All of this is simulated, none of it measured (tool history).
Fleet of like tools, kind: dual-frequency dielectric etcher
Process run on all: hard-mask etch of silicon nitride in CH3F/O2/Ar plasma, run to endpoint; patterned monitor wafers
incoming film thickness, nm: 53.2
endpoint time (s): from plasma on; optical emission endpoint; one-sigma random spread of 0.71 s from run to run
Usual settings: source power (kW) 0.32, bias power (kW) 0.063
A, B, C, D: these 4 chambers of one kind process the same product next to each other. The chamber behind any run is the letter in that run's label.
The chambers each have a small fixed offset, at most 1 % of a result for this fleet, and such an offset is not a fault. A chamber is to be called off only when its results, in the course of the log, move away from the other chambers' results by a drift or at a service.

{"run": "1B", "hour": 5.8, "source power (kW)": 0.32, "bias power (kW)": 0.063, "endpoint time (s)": 86.919}
{"run": "2A", "hour": 11.4, "source power (kW)": 0.32, "bias power (kW)": 0.063, "endpoint time (s)": 89.346}
{"run": "3D", "hour": 14.2, "source power (kW)": 0.32, "bias power (kW)": 0.063, "endpoint time (s)": 87.214}
{"run": "4C", "hour": 19.8, "source power (kW)": 0.32, "bias power (kW)": 0.063, "endpoint time (s)": 87.754}
{"run": "5A", "hour": 25.0, "source power (kW)": 0.32, "bias power (kW)": 0.063, "endpoint time (s)": 88.072}
{"run": "6D", "hour": 30.4, "source power (kW)": 0.32, "bias power (kW)": 0.063, "endpoint time (s)": 86.452}
{"run": "7B", "hour": 35.1, "source power (kW)": 0.32, "bias power (kW)": 0.063, "endpoint time (s)": 85.822}
{"run": "8C", "hour": 37.9, "source power (kW)": 0.32, "bias power (kW)": 0.063, "endpoint time (s)": 88.161}
{"run": "9A", "hour": 41.3, "source power (kW)": 0.32, "bias power (kW)": 0.063, "endpoint time (s)": 86.923}
{"run": "10B", "hour": 44.1, "source power (kW)": 0.26, "bias power (kW)": 0.063, "endpoint time (s)": 93.362}
{"run": "11C", "hour": 48.0, "source power (kW)": 0.26, "bias power (kW)": 0.063, "endpoint time (s)": 95.494}
{"run": "12D", "hour": 51.6, "source power (kW)": 0.26, "bias power (kW)": 0.063, "endpoint time (s)": 93.108}
{"run": "13B", "hour": 56.1, "source power (kW)": 0.26, "bias power (kW)": 0.063, "endpoint time (s)": 93.079}
{"run": "14C", "hour": 59.4, "source power (kW)": 0.32, "bias power (kW)": 0.063, "endpoint time (s)": 87.174}
{"run": "15A", "hour": 63.1, "source power (kW)": 0.25, "bias power (kW)": 0.071, "endpoint time (s)": 92.594}
{"run": "16D", "hour": 67.2, "source power (kW)": 0.25, "bias power (kW)": 0.071, "endpoint time (s)": 91.412}
{"run": "17B", "hour": 70.6, "source power (kW)": 0.25, "bias power (kW)": 0.071, "endpoint time (s)": 91.046}
{"run": "18D", "hour": 74.6, "source power (kW)": 0.25, "bias power (kW)": 0.071, "endpoint time (s)": 90.616}
{"run": "19A", "hour": 79.8, "source power (kW)": 0.32, "bias power (kW)": 0.063, "endpoint time (s)": 87.299}
{"run": "20C", "hour": 84.4, "source power (kW)": 0.32, "bias power (kW)": 0.063, "endpoint time (s)": 87.442}
{"run": "21A", "hour": 89.6, "source power (kW)": 0.32, "bias power (kW)": 0.063, "endpoint time (s)": 84.852}
{"run": "22D", "hour": 93.2, "source power (kW)": 0.32, "bias power (kW)": 0.063, "endpoint time (s)": 86.44}
{"run": "23C", "hour": 96.1, "source power (kW)": 0.32, "bias power (kW)": 0.063, "endpoint time (s)": 87.156}
{"run": "24B", "hour": 100.5, "source power (kW)": 0.32, "bias power (kW)": 0.063, "endpoint time (s)": 87.007}
{"run": "25B", "hour": 103.5, "source power (kW)": 0.32, "bias power (kW)": 0.063, "endpoint time (s)": 86.998}
{"run": "26D", "hour": 108.5, "source power (kW)": 0.32, "bias power (kW)": 0.063, "endpoint time (s)": 86.092}
{"run": "27A", "hour": 111.4, "source power (kW)": 0.32, "bias power (kW)": 0.063, "endpoint time (s)": 85.605}
{"run": "28C", "hour": 115.8, "source power (kW)": 0.32, "bias power (kW)": 0.063, "endpoint time (s)": 87.947}
{"run": "29B", "hour": 119.1, "source power (kW)": 0.32, "bias power (kW)": 0.063, "endpoint time (s)": 86.603}
{"run": "30C", "hour": 121.8, "source power (kW)": 0.32, "bias power (kW)": 0.063, "endpoint time (s)": 88.448}
{"run": "31D", "hour": 126.0, "source power (kW)": 0.32, "bias power (kW)": 0.063, "endpoint time (s)": 86.846}
{"run": "32A", "hour": 130.8, "source power (kW)": 0.32, "bias power (kW)": 0.063, "endpoint time (s)": 83.828}
{"run": "33A", "hour": 133.7, "source power (kW)": 0.32, "bias power (kW)": 0.063, "endpoint time (s)": 83.729}

Is one chamber off against the others, does the gauge drift, or is nothing wrong? If a chamber is off, say which, and what the likeliest cause is.

One chamber, A, drifts off from the rest bit by bit.
What lies behind it: etch rate over this chamber's usual, % = 4.84.

Chamber A could run next with any of the 4 candidate recipes listed below; each alters the usual settings, and their results appear as question marks. Which one brings its results back in line with what the other chambers deliver on the usual settings?
In-line tolerance around the mean of the other chambers on the usual settings: endpoint time (s) 2.5
{"run": "34A-1", "hour": 137.8, "source power (kW)": 0.36, "bias power (kW)": 0.07, "endpoint time (s)": "?"}
{"run": "34A-2", "hour": 137.8, "source power (kW)": 0.32, "bias power (kW)": 0.056, "endpoint time (s)": "?"}
{"run": "34A-3", "hour": 137.8, "source power (kW)": 0.34, "bias power (kW)": 0.066, "endpoint time (s)": "?"}
{"run": "34A-4", "hour": 137.8, "source power (kW)": 0.28, "bias power (kW)": 0.056, "endpoint time (s)": "?"}

The mean the other chambers reach with the usual settings: endpoint time (s) 87.036
run=34A-1 endpoint_time_(s)=76.999
run=34A-2 endpoint_time_(s)=86.944
run=34A-3 endpoint_time_(s)=80.322
run=34A-4 endpoint_time_(s)=91.543
Change 34A-2 lands the chamber within the allowed miss of the other chambers.
